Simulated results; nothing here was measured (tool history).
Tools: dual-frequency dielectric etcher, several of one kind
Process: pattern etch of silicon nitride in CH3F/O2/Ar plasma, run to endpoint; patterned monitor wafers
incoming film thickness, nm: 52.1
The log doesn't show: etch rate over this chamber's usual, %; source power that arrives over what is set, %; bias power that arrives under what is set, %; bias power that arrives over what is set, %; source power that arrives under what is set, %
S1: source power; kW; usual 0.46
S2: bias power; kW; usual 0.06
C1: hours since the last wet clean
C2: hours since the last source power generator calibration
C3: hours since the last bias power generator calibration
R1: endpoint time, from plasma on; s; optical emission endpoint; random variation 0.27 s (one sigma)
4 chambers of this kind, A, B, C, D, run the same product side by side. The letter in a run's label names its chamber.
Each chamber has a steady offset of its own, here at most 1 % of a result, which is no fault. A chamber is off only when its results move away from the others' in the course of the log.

run 1A hour=4.1 | S1=0.46 S2=0.06 | C1=514.7 C2=282.3 C3=1700.3 | R1=76.055
run 2C hour=8.8 | S1=0.46 S2=0.06 | C1=387.1 C2=225 C3=2762.8 | R1=76.006
run 3B hour=12 | S1=0.46 S2=0.06 | C1=284.2 C2=469.3 C3=1664.3 | R1=75.287
run 4D hour=16.8 | S1=0.46 S2=0.06 | C1=26 C2=861.3 C3=743.6 | R1=75.819
run 5B hour=20.2 | S1=0.46 S2=0.06 | C1=292.4 C2=477.5 C3=1672.5 | R1=75.429
run 6A hour=22.8 | S1=0.46 S2=0.06 | C1=533.4 C2=301 C3=1719 | R1=76.549
run 7C hour=26.7 | S1=0.46 S2=0.06 | C1=405 C2=242.9 C3=2780.7 | R1=76.229
run 8D hour=30.7 | S1=0.46 S2=0.06 | C1=39.9 C2=875.2 C3=757.5 | R1=75.712
run 9A hour=33.5 | S1=0.46 S2=0.06 | C1=544.1 C2=311.7 C3=1729.7 | R1=76.581
run 10B hour=37.6 | S1=0.46 S2=0.06 | C1=309.8 C2=494.9 C3=1689.9 | R1=75.936
run 11D hour=41.2 | S1=0.46 S2=0.06 | C1=50.4 C2=885.7 C3=768 | R1=75.676
run 12C hour=43.7 | S1=0.5 S2=0.069 | C1=422 C2=259.9 C3=2797.7 | R1=70.518
run 13A hour=47.6 | S1=0.5 S2=0.069 | C1=558.2 C2=325.8 C3=1743.8 | R1=70.431
run 14C hour=50.2 | S1=0.5 S2=0.069 | C1=428.5 C2=266.4 C3=2804.2 | R1=70.407
run 15D hour=55 | S1=0.5 S2=0.069 | C1=64.2 C2=899.5 C3=781.8 | R1=69.985
run 16B hour=58.3 | S1=0.46 S2=0.06 | C1=330.5 C2=515.6 C3=1710.6 | R1=75.532
run 17D hour=62.5 | S1=0.46 S2=0.06 | C1=71.7 C2=907 C3=789.3 | R1=75.705
run 18C hour=66.1 | S1=0.46 S2=0.06 | C1=444.4 C2=282.3 C3=2820.1 | R1=75.657
run 19B hour=71.2 | S1=0.46 S2=0.06 | C1=343.4 C2=528.5 C3=1723.5 | R1=75.658
run 20A hour=73.7 | S1=0.46 S2=0.06 | C1=584.3 C2=351.9 C3=1769.9 | R1=76.348
run 21A hour=78.7 | S1=0.46 S2=0.06 | C1=589.3 C2=356.9 C3=1774.9 | R1=76.203
run 22D hour=81.4 | S1=0.46 S2=0.06 | C1=90.6 C2=925.9 C3=808.2 | R1=75.961
run 23B hour=86.1 | S1=0.46 S2=0.06 | C1=358.3 C2=543.4 C3=1738.4 | R1=75.403
run 24C hour=90.4 | S1=0.46 S2=0.06 | C1=468.7 C2=306.6 C3=2844.4 | R1=76.292
-- hour=92.1 chamber A: wet clean of the chamber
run 25B hour=94.8 | S1=0.46 S2=0.06 | C1=367 C2=552.1 C3=1747.1 | R1=75.443
run 26D hour=98.9 | S1=0.46 S2=0.06 | C1=108.1 C2=943.4 C3=825.7 | R1=76.005
run 27C hour=102.7 | S1=0.46 S2=0.06 | C1=481 C2=318.9 C3=2856.7 | R1=76.356
run 28A hour=107.3 | S1=0.46 S2=0.06 | C1=15.2 C2=385.5 C3=1803.5 | R1=76.694

Is one chamber off against the others, does the gauge drift, or is nothing wrong? If a chamber is off, say which, and what the likeliest cause is.

No chamber stands off beyond its own small offset, and the gauge holds steady.

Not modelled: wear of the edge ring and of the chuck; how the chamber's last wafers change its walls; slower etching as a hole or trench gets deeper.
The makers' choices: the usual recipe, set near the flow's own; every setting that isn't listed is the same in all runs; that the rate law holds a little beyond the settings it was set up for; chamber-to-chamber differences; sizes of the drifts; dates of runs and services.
